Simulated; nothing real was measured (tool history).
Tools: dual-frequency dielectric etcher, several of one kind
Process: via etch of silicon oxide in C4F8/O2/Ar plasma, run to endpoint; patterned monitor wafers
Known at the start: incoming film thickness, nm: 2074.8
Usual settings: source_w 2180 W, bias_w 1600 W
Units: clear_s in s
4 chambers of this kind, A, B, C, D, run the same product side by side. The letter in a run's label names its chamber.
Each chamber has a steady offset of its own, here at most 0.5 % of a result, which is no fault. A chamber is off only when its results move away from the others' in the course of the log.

| run | hour | source_w | bias_w | hours since the last wet clean | hours since the last source power generator calibration | hours since the last bias power generator calibration | clear_s |
|---|---|---|---|---|---|---|---|
| 1A | 6.0 | 2180 | 1600 | 87.8 | 2358.6 | 1560.8 | 419.56 |
| 2B | 12.5 | 2180 | 1600 | 121.5 | 3681.3 | 2514.7 | 419.80 |
| 3D | 17.7 | 2180 | 1600 | 398.1 | 1851.7 | 1873.3 | 420.49 |
| 4C | 22.5 | 2180 | 1600 | 266.3 | 2027.0 | 2968.5 | 418.62 |
| 5B | 28.5 | 2180 | 1600 | 137.5 | 3697.3 | 2530.7 | 418.47 |
| 6C | 33.1 | 2180 | 1600 | 276.9 | 2037.6 | 2979.1 | 421.03 |
| 7A | 40.9 | 2180 | 1600 | 122.7 | 2393.5 | 1595.7 | 420.36 |
| 8D | 44.5 | 2180 | 1600 | 424.9 | 1878.5 | 1900.1 | 419.60 |
| 9B | 51.7 | 2180 | 1600 | 160.7 | 3720.5 | 2553.9 | 420.85 |
| 10C | 57.8 | 2180 | 1600 | 301.6 | 2062.3 | 3003.8 | 417.31 |
| 11D | 61.6 | 2180 | 1600 | 442.0 | 1895.6 | 1917.2 | 418.95 |
| 12A | 65.0 | 2180 | 1600 | 146.8 | 2417.6 | 1619.8 | 419.27 |
| 13C | 70.6 | 2180 | 1600 | 314.4 | 2075.1 | 3016.6 | 418.08 |
| 14B | 76.8 | 2670 | 1842 | 185.8 | 3745.6 | 2579.0 | 370.22 |
| 15D | 81.3 | 2670 | 1842 | 461.7 | 1915.3 | 1936.9 | 369.68 |
| 16A | 85.4 | 2670 | 1842 | 167.2 | 2438.0 | 1640.2 | 372.13 |
| 17D | 89.7 | 2670 | 1842 | 470.1 | 1923.7 | 1945.3 | 371.30 |
| 18B | 95.5 | 2180 | 1600 | 204.5 | 3764.3 | 2597.7 | 422.05 |
| 19A | 99.6 | 2180 | 1600 | 181.4 | 2452.2 | 1654.4 | 421.83 |
| 20C | 105.1 | 2180 | 1600 | 348.9 | 2109.6 | 3051.1 | 414.44 |
| 21B | 111.8 | 2180 | 1600 | 220.8 | 3780.6 | 2614.0 | 419.87 |
| 22A | 117.7 | 2180 | 1600 | 199.5 | 2470.3 | 1672.5 | 420.95 |
| 23C | 121.4 | 2410 | 1600 | 365.2 | 2125.9 | 3067.4 | 400.51 |
| 24D | 128.4 | 2410 | 1600 | 508.8 | 1962.4 | 1984.0 | 400.47 |
| 25D | 132.5 | 2410 | 1600 | 512.9 | 1966.5 | 1988.1 | 403.98 |
| 26C | 140.1 | 2410 | 1600 | 383.9 | 2144.6 | 3086.1 | 395.71 |
| 27A | 144.2 | 2180 | 1600 | 226.0 | 2496.8 | 1699.0 | 421.37 |
| 28B | 148.6 | 2640 | 1600 | 257.6 | 3817.4 | 2650.8 | 389.95 |
| 29B | 155.7 | 2640 | 1600 | 264.7 | 3824.5 | 2657.9 | 389.34 |
| 30C | 159.3 | 2640 | 1600 | 403.1 | 2163.8 | 3105.3 | 379.35 |
| 31A | 162.9 | 2640 | 1600 | 244.7 | 2515.5 | 1717.7 | 387.54 |
| 32D | 166.6 | 1900 | 1788 | 547.0 | 2000.6 | 2022.2 | 430.52 |
| 33D | 174.1 | 1900 | 1788 | 554.5 | 2008.1 | 2029.7 | 430.98 |
| 34C | 180.1 | 1900 | 1788 | 423.9 | 2184.6 | 3126.1 | 422.91 |
| 35B | 187.7 | 1900 | 1788 | 296.7 | 3856.5 | 2689.9 | 433.92 |
| 36A | 192.0 | 2180 | 1600 | 273.8 | 2544.6 | 1746.8 | 420.69 |
| 37A | 196.1 | 2180 | 1600 | 277.9 | 2548.7 | 1750.9 | 422.08 |
| 38C | 201.0 | 2180 | 1600 | 444.8 | 2205.5 | 3147.0 | 410.29 |
|  | 207.4 | chamber B: bias power generator calibrated |
| 39B | 208.2 | 2180 | 1600 | 317.2 | 3877.0 | 0.8 | 418.21 |
| 40D | 215.5 | 2180 | 1600 | 595.9 | 2049.5 | 2071.1 | 420.06 |
| 41C | 220.2 | 2180 | 1600 | 464.0 | 2224.7 | 3166.2 | 407.38 |

Is one chamber off against the others, does the gauge drift, or is nothing wrong? If a chamber is off, say which, and what the likeliest cause is.

Chamber C drifts away from the others.
Cause: etch rate over this chamber's usual, % = 3.53.

Here are 4 candidates for chamber C's next run, each the usual settings with a change, their results left as question marks. Which one brings its results back in line with what the others give on the usual settings?
In line means no further than this from the other chambers' mean on the usual settings: clear_s 5.10 s
| 42C-1 | 225.7 | 2300 | 1657 |  |  |  | ? |
| 42C-2 | 225.7 | 2060 | 1543 |  |  |  | ? |
| 42C-3 | 225.7 | 1970 | 1499 |  |  |  | ? |
| 42C-4 | 225.7 | 2390 | 1701 |  |  |  | ? |

The other chambers' mean on the usual settings: clear_s 420.05 s
| run | clear_s |
|---|---|
| 42C-1 | 394.90 |
| 42C-2 | 421.06 |
| 42C-3 | 432.16 |
| 42C-4 | 386.02 |
42C-2 brings the chamber back in line.
